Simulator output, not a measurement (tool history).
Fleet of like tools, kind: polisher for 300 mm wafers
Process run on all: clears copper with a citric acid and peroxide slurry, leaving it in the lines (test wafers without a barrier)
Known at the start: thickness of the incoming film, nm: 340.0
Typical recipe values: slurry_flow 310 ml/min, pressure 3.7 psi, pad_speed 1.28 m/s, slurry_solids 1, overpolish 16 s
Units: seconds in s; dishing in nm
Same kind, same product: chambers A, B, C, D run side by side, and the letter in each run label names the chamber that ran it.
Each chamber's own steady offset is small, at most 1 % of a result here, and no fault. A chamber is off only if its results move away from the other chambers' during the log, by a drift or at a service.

| run | day | slurry_flow | pressure | pad_speed | slurry_solids | overpolish | wafers polished on this pad | hours since the slurry nozzle was cleaned | hours since the head pressure was calibrated | hours since the slurry blender was calibrated | seconds | dishing |
|---|---|---|---|---|---|---|---|---|---|---|---|---|
| 1A | 0.271 | 310 | 3.7 | 1.28 | 1 | 16 | 163 | 144.8 | 814.4 | 45.3 | 103.04 | 38.961 |
| 2C | 0.558 | 310 | 3.7 | 1.28 | 1 | 16 | 1024 | 66.9 | 1190.3 | 195.6 | 99.408 | 39.701 |
| 3B | 0.858 | 310 | 3.7 | 1.28 | 1 | 16 | 665 | 146.6 | 259.7 | 154.3 | 104.7 | 38.297 |
| 4D | 1.3 | 310 | 3.7 | 1.28 | 1 | 16 | 1220 | 501.5 | 68.3 | 99 | 99.13 | 38.375 |
|  | 1.521 | chamber D: worn pad replaced by a new one |
| 5D | 1.579 | 310 | 3.7 | 1.28 | 1 | 16 | 12 | 508.2 | 75 | 105.7 | 101.07 | 39.661 |
|  | 1.696 | chamber C: worn pad replaced by a new one |
| 6C | 2.05 | 310 | 3.7 | 1.28 | 0.9 | 16 | 73 | 102.7 | 1226.1 | 231.4 | 98.455 | 37.927 |
|  | 2.117 | chamber A: worn pad replaced by a new one |
| 7B | 2.492 | 310 | 3.7 | 1.28 | 0.9 | 16 | 999 | 185.8 | 298.9 | 193.5 | 107.95 | 38.204 |
| 8A | 2.738 | 310 | 3.7 | 1.28 | 0.9 | 16 | 127 | 204 | 873.6 | 104.5 | 105.74 | 37.907 |
| 9A | 3.05 | 310 | 3.7 | 1.28 | 0.9 | 16 | 191 | 211.5 | 881.1 | 112 | 104.67 | 37.241 |
| 10B | 3.471 | 310 | 3.7 | 1.28 | 1 | 16 | 1200 | 209.3 | 322.4 | 217 | 105.48 | 38.281 |
|  | 3.729 | chamber B: worn pad replaced by a new one |
| 11D | 3.988 | 310 | 3.7 | 1.28 | 1 | 16 | 505 | 566 | 132.8 | 163.5 | 102.18 | 39.51 |
| 12C | 4.404 | 310 | 3.7 | 1.28 | 1 | 24 | 555 | 159.2 | 1282.6 | 287.9 | 99.116 | 57.211 |
| 13A | 4.842 | 310 | 3.7 | 1.28 | 1 | 24 | 558 | 254.5 | 924.1 | 155 | 105.79 | 55.289 |
| 14C | 5.362 | 310 | 3.7 | 1.28 | 1 | 24 | 751 | 182.2 | 1305.6 | 310.9 | 102.44 | 57.168 |
|  | 5.383 | chamber A: worn pad replaced by a new one |
| 15D | 5.65 | 310 | 3.7 | 1.28 | 1 | 24 | 845 | 605.9 | 172.7 | 203.4 | 103.56 | 55.233 |
| 16B | 5.9 | 310 | 3.7 | 1.28 | 1 | 16 | 444 | 267.6 | 380.7 | 275.3 | 99.092 | 38.935 |
| 17A | 6.35 | 310 | 3.7 | 1.28 | 1 | 16 | 198 | 290.7 | 960.3 | 191.2 | 107.09 | 39.378 |
|  | 6.408 | chamber A: slurry nozzle cleaned |
| 18C | 6.65 | 310 | 3.7 | 1.28 | 1 | 16 | 1015 | 213.1 | 1336.5 | 341.8 | 102.56 | 40.101 |
| 19D | 7.142 | 310 | 3.7 | 1.28 | 1 | 16 | 1151 | 641.7 | 208.5 | 239.2 | 98.694 | 39.31 |
| 20B | 7.392 | 310 | 3.7 | 1.28 | 1 | 16 | 750 | 303.4 | 416.5 | 311.1 | 105.24 | 39.213 |
|  | 7.467 | chamber C: worn pad replaced by a new one |
|  | 7.504 | chamber B: slurry blender recalibrated |
|  | 7.946 | chamber A: worn pad replaced by a new one |
| 21D | 7.946 | 310 | 3.7 | 1.28 | 1 | 16 | 1316 | 661 | 227.8 | 258.5 | 100.96 | 38.217 |
| 22B | 8.179 | 310 | 3.7 | 1.28 | 1 | 16 | 911 | 322.3 | 435.4 | 16.2 | 105.21 | 38.263 |
|  | 8.196 | chamber D: worn pad replaced by a new one |
|  | 8.333 | chamber A: head pressure recalibrated |
| 23C | 8.588 | 310 | 3.7 | 1.28 | 1 | 16 | 230 | 259.6 | 1383 | 388.3 | 100.35 | 39.752 |
|  | 8.654 | chamber B: slurry nozzle cleaned |
| 24A | 8.904 | 310 | 3.7 | 1.28 | 1 | 21 | 196 | 60 | 13.7 | 252.5 | 115.97 | 45.6 |
|  | 8.996 | chamber A: slurry blender recalibrated |
| 25D | 9.212 | 310 | 3.7 | 1.28 | 1 | 21 | 208 | 691.4 | 258.2 | 288.9 | 101.49 | 50.347 |
| 26A | 9.508 | 310 | 3.7 | 1.28 | 1 | 21 | 320 | 74.5 | 28.2 | 12.4 | 116.17 | 44.7 |
| 27B | 9.75 | 310 | 3.7 | 1.28 | 1 | 21 | 1233 | 26.4 | 473.1 | 53.9 | 102.04 | 49.248 |
| 28C | 10.121 | 310 | 3.2 | 1.28 | 1.25 | 16 | 544 | 296.4 | 1419.8 | 425.1 | 108.55 | 36.704 |
| 29D | 10.358 | 310 | 3.2 | 1.28 | 1.25 | 16 | 443 | 718.9 | 285.7 | 316.4 | 111.16 | 35.322 |
|  | 10.554 | chamber D: slurry blender recalibrated |
| 30C | 10.8 | 310 | 3.2 | 1.28 | 1.25 | 16 | 683 | 312.7 | 1436.1 | 441.4 | 106.06 | 36.293 |
|  | 10.825 | chamber B: worn pad replaced by a new one |
|  | 10.942 | chamber A: worn pad replaced by a new one |
| 31A | 11.204 | 310 | 3.2 | 1.28 | 1.25 | 16 | 54 | 115.2 | 68.9 | 53.1 | 123.86 | 31.794 |
| 32B | 11.621 | 310 | 3.7 | 1.28 | 1 | 16 | 163 | 71.3 | 518 | 98.8 | 102.83 | 38.398 |
| 33D | 11.95 | 310 | 3.7 | 1.28 | 1 | 16 | 769 | 757.1 | 323.9 | 33.6 | 100.01 | 37.953 |
| 34C | 12.217 | 310 | 3.7 | 1.28 | 1 | 16 | 973 | 346.7 | 1470.1 | 475.4 | 100.95 | 40.193 |
| 35B | 12.479 | 310 | 3.7 | 1.28 | 1 | 16 | 338 | 91.9 | 538.6 | 119.4 | 102.27 | 38.135 |
| 36A | 12.938 | 310 | 3.7 | 1.28 | 1 | 16 | 409 | 156.8 | 110.5 | 94.7 | 112.53 | 34.933 |
| 37A | 13.404 | 310 | 3.7 | 1.28 | 1 | 16 | 505 | 168 | 121.7 | 105.9 | 114.05 | 34.626 |

Is one chamber off against the others, does the gauge drift, or is nothing wrong? If a chamber is off, say which, and what the likeliest cause is.

A service on chamber A put it out of line with the rest.
Most likely cause: head's pressure below its setpoint, % = 10.2.

Which of the 4 candidates below, each the usual settings with something changed and its results left as question marks, puts chamber A back in line with what the other chambers give on the usual settings?
In line means no further than this from the other chambers' mean on the usual settings: seconds 6.4 s; dishing 1.6 nm
| 38A-1 | 13.8 | 310 | 3.6 | 1.26 | 1 | 16 |  |  |  |  | ? | ? |
| 38A-2 | 13.8 | 310 | 3.9 | 1.36 | 1 | 16 |  |  |  |  | ? | ? |
| 38A-3 | 13.8 | 310 | 3.5 | 1.2 | 1 | 16 |  |  |  |  | ? | ? |
| 38A-4 | 13.8 | 310 | 3.8 | 1.3 | 1 | 16 |  |  |  |  | ? | ? |

Average result of the remaining chambers running the usual settings: seconds 100.68 s; dishing 39.089 nm
| run | seconds | dishing |
|---|---|---|
| 38A-1 | 119.52 | 33.401 |
| 38A-2 | 102.66 | 38.439 |
| 38A-3 | 128.77 | 31.175 |
| 38A-4 | 110 | 36.083 |
It is 38A-2 that realigns the chamber with its peers.
